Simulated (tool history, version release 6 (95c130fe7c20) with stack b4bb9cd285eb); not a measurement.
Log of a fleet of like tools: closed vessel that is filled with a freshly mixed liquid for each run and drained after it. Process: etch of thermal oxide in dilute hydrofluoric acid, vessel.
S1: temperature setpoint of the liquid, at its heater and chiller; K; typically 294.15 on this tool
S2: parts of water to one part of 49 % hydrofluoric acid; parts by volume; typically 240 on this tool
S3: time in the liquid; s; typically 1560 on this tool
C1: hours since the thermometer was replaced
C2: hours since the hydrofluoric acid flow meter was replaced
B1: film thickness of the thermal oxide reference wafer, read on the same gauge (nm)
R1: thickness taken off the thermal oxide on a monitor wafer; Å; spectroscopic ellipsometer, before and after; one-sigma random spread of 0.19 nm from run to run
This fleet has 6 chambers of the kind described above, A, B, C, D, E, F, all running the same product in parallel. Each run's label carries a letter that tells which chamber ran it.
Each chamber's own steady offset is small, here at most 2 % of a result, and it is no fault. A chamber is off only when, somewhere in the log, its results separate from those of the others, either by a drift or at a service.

run,day,S1,S2,S3,C1,C2,B1,R1
# day 0.458: chamber B: thermometer replaced
1E,0.596,294.15,240,1560,1254.8,298.2,30.006,251.80
# day 0.775: chamber D: hydrofluoric acid flow meter replaced
2D,1.242,294.15,240,1560,1639.3,11.2,30.010,247.17
3C,1.858,294.15,240,1560,2233.6,816.1,29.997,251.51
# day 2.100: chamber C: thermometer replaced
4B,2.408,294.15,240,1560,46.9,135.8,30.009,250.57
5A,2.746,294.15,240,1560,1014.3,267.0,30.002,248.64
6F,3.317,294.15,240,1560,756.1,228.7,30.002,251.54
7D,3.854,294.15,240,1560,1702.0,73.9,29.995,247.78
8A,4.429,294.15,240,1560,1054.7,307.4,30.009,250.02
9F,5.000,294.15,190,1560,796.5,269.1,29.988,334.90
10B,5.558,294.15,190,1560,122.5,211.4,30.001,336.71
11C,6.179,294.15,190,1560,98.0,919.8,29.992,337.66
12E,6.642,294.15,190,1560,1399.9,443.3,30.006,333.29
13E,7.071,294.15,190,1560,1410.2,453.6,29.994,334.18
14A,7.508,294.15,190,1560,1128.6,381.3,30.003,331.59
15C,8.138,294.15,240,1560,145.0,966.8,30.001,249.12
16D,8.483,294.15,240,1560,1813.1,185.0,29.997,248.85
17B,9.025,294.15,240,1560,205.7,294.6,30.009,258.23
18F,9.525,294.15,340,2235,905.1,377.7,29.999,231.73
19F,10.154,294.15,340,2235,920.2,392.8,29.992,230.81
20C,10.433,294.15,340,2235,200.1,1021.9,30.020,235.52
21D,11.017,294.15,340,2235,1873.9,245.8,29.997,230.05
22B,11.612,294.15,340,2235,267.8,356.7,30.002,232.15
23E,12.104,294.15,340,2235,1531.0,574.4,29.995,230.44
24A,12.483,294.15,240,1560,1248.0,500.7,30.005,252.61
25F,13.083,294.15,240,1560,990.5,463.1,29.995,250.40
26D,13.538,298.65,240,1915,1934.4,306.3,29.997,356.81
# day 13.875: chamber A: hydrofluoric acid flow meter replaced
27C,14.033,298.65,240,1915,286.5,1108.3,30.008,364.94
28E,14.379,298.65,240,1915,1585.6,629.0,30.003,360.48
# day 14.562: chamber A: thermometer replaced
29B,14.962,298.65,240,1915,348.2,437.1,29.991,365.41
30A,15.375,298.65,240,1915,19.5,36.1,29.993,363.11
31C,15.996,298.65,240,1915,333.6,1155.4,29.996,359.89
32E,16.367,294.15,240,1560,1633.3,676.7,29.980,250.74
33A,16.792,294.15,240,1560,53.5,70.1,30.003,247.80
34B,17.238,291.15,240,1560,402.8,491.7,30.010,228.95
35D,17.742,291.15,240,1560,2035.3,407.2,29.999,219.25
36F,18.175,291.15,240,1560,1112.7,585.3,30.023,224.96
37C,18.692,291.15,240,1560,398.3,1220.1,30.000,225.49
38A,19.183,291.15,240,1560,110.9,127.5,30.001,222.42
39F,19.638,291.15,240,1560,1147.8,620.4,30.004,221.43
40B,20.021,292.65,240,1560,469.6,558.5,29.999,241.26
41E,20.517,292.65,240,1560,1732.9,776.3,29.997,237.24

All 6 chambers run these settings next. Forecast each chamber's results:
42A,20.983,294.15,240,2400,,,,?
42B,20.983,294.15,240,2400,,,,?
42C,20.983,294.15,240,2400,,,,?
42D,20.983,294.15,240,2400,,,,?
42E,20.983,294.15,240,2400,,,,?
42F,20.983,294.15,240,2400,,,,?

run,R1
42A,383.39
42B,391.72
42C,383.26
42D,386.71
42E,388.59
42F,385.61

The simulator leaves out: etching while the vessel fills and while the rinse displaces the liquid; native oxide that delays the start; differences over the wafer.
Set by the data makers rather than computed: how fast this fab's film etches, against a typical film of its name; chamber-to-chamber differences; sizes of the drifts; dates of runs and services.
